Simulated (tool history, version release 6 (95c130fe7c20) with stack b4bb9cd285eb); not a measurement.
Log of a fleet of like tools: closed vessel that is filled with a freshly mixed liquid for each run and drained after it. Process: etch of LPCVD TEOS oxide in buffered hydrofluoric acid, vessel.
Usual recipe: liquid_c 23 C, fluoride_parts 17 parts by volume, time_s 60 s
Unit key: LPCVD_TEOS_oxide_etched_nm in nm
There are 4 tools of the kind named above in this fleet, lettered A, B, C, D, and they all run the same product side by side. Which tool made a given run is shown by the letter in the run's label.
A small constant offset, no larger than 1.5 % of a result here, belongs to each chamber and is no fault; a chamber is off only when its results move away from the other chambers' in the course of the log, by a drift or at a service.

run,hour,liquid_c,fluoride_parts,time_s,"read-back film thickness of the LPCVD TEOS oxide reference wafer, read on the same gauge (nm)",LPCVD_TEOS_oxide_etched_nm
1C,10,23,17,60,140.02,182.08
2A,18.1,23,17,60,139.96,181.27
# hour 25.3: chamber A: thermometer replaced
3D,25.7,23,17,60,140.04,182.68
4B,36.7,23,17,60,140.04,181.93
5C,43.1,23,17,60,140,179.19
6A,50.3,23,17,60,140,180.32
7B,62.9,23,23,85,139.99,199.61
8D,69,23,23,85,139.99,200.37
9D,75.4,23,23,85,140.01,201.31
10A,86.4,23,23,85,140,199.91
11B,97.1,23,17,30,140.01,90.001
12C,108.8,23,17,30,140.03,89.539
13B,120,23,17,30,139.95,90.865
14D,129.3,23,17,30,140,91.852
15A,138.5,23,17,60,139.98,182.18
# hour 138.8: chamber C: thermometer replaced
16C,151,21,17,70,140.01,189.27
17B,161.5,21,17,70,140,189.41
18A,168.8,21,17,70,140.01,190.7
19C,181.2,21,17,70,140.02,189.17
20D,188.6,23,17,60,140,186.15
21C,194.3,23,17,60,140.02,177.16
22B,202.2,23,17,60,139.98,179.51
23A,214.6,23,17,60,139.99,179.93
24D,224.9,23,17,60,139.96,186.16
25D,231.7,19,17,30,140.02,73.619
26B,239.7,19,17,30,140.04,71.701
27A,247.4,19,17,30,140.02,71.951
28C,254.6,19,17,30,139.93,71.691
29A,266.7,23,22.5,75,139.98,177.75
30C,274.7,23,22.5,75,140,174.12
# hour 275.1: chamber D: thermometer replaced
31B,287.5,23,22.5,75,139.99,179.65
32D,299.6,23,22.5,75,139.96,181
33A,309.3,23,17,30,139.97,90.869
34B,317,23,17,30,139.98,90.935
35D,325.6,23,17,30,140,92.854
36C,331.6,23,17,30,140.04,90.539
37C,337.3,23,17,60,140,179.89
38D,343.2,23,17,60,140,180.2
39A,354.1,27.5,15,60,139.98,260.44
40B,365.6,27.5,15,60,139.96,262.39

Which is it: a chamber that has drifted or been left off by a service, a gauge drift common to all chambers, or only each chamber's usual small offset? If a chamber is off, name it and its likeliest cause.

Neither any chamber nor the gauge drifts; the chambers differ only by their own small, steady offsets.

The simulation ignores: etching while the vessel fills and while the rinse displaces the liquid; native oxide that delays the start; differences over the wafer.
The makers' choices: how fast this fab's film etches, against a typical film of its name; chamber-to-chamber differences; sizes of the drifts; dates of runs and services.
